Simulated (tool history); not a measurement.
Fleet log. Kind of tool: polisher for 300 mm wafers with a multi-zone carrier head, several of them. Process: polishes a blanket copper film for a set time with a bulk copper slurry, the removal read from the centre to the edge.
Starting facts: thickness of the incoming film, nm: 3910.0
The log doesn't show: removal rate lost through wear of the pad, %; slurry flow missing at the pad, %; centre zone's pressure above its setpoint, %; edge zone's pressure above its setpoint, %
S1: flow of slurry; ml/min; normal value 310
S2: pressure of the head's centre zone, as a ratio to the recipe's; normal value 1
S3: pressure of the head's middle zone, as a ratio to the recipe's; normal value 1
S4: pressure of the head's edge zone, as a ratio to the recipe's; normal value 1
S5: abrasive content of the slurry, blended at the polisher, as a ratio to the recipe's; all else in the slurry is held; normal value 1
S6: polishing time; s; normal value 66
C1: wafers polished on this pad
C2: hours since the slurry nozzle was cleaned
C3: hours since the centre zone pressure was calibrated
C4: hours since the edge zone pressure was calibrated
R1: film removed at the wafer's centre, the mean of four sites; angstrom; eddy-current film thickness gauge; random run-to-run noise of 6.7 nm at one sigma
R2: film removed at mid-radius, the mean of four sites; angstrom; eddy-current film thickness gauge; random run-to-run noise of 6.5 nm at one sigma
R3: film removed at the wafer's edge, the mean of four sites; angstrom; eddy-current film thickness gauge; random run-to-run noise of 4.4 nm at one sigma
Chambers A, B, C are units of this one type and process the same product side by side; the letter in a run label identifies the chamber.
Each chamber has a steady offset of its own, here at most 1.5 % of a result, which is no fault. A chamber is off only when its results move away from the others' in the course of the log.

run	day	S1	S2	S3	S4	S5	S6	C1	C2	C3	C4	R1	R2	R3
1B	0.367	310	1	1	1	1	66	702	211.6	472.6	284	6358	6283.8	6285.6
# day 0.558: chamber B: worn pad replaced by a new one
# day 0.854: chamber A: worn pad replaced by a new one
2A	0.871	310	1	1	1	1	66	5	439	901.9	432.7	6326.7	6333.9	6215.9
3C	1.275	310	1	1	1	1	66	737	224	752.1	404.5	6434.6	6175.6	6318.2
4A	1.729	310	1	1	1	1	66	244	459.6	922.5	453.3	6328.1	6230.2	6315
5B	1.996	310	1	1	1	1	66	400	250.7	511.7	323.1	6513.2	6382.3	6379.5
# day 2.217: chamber B: slurry nozzle cleaned
6C	2.217	310	1	1	1	1	66	999	246.6	774.7	427.1	6339.4	6202.4	6414.4
7A	2.471	310	1	1	1	1	66	450	477.4	940.3	471.1	6400.3	6257.8	6196.4
# day 2.646: chamber B: centre zone pressure recalibrated
8B	2.808	310	1	1	1	1	66	626	14.2	4	342.6	6264.6	6366.3	6412.6
# day 3.088: chamber C: worn pad replaced by a new one
9C	3.304	310	1	1	1	1	66	61	272.7	800.8	453.2	6386.7	6107.1	6351.4
# day 3.433: chamber B: worn pad replaced by a new one
10A	3.633	310	1	1	1	1	66	774	505.3	968.2	499	6231.1	6292.2	6248
# day 4.038: chamber A: worn pad replaced by a new one
11B	4.092	310	1	1	1	1	66	183	45	34.8	373.4	6314.3	6316	6372.4
12C	4.396	310	1	1	1	0.75	66	365	298.9	827	479.4	5969.6	5770	5952.6
13C	4.721	310	1	1	1	0.75	66	455	306.7	834.8	487.2	5952.3	5922.2	5997.9
14A	4.967	310	1	1	1	0.75	66	259	537.3	1000.2	531	6022.6	5919.9	5926.4
15B	5.283	310	1	1	1	1	66	515	73.6	63.4	402	6324.4	6412.8	6279.7
16C	5.662	310	1	1	1	1	66	717	329.3	857.4	509.8	6253.1	6360.6	6326.8
# day 5.725: chamber C: slurry nozzle cleaned
17A	5.892	310	1	1	1	1	66	516	559.5	1022.4	553.2	6400.6	6298.6	6256.8
# day 5.983: chamber B: worn pad replaced by a new one
18B	6.221	310	1	1	1	1	66	66	96.1	85.9	424.5	6441.7	6397.7	6306.5
19B	6.592	310	1	1	1	1	66	169	105	94.8	433.4	6292.4	6284.3	6360.6
20A	7.083	310	1	1.09	0.89	1	66	848	588.1	1051	581.8	6264.2	6798.7	5903.2
# day 7.412: chamber C: worn pad replaced by a new one
21C	7.446	310	1	1.09	0.89	1	66	9	41.3	900.2	552.6	6356.2	6806.6	5908.8
22B	7.871	310	1	1.09	0.89	1	66	526	135.7	125.5	464.1	6394.1	6870.1	5892.3
23C	8.117	310	1	1	1	1	66	196	57.4	916.3	568.7	6361.8	6194.2	6359.2

One chamber off, gauge drift, or nothing amiss beyond the chambers' own small offsets? If it is a chamber, which one, and what is the likeliest cause?

The fleet is healthy, with each chamber sitting at its usual small offset and no drift in the gauge.

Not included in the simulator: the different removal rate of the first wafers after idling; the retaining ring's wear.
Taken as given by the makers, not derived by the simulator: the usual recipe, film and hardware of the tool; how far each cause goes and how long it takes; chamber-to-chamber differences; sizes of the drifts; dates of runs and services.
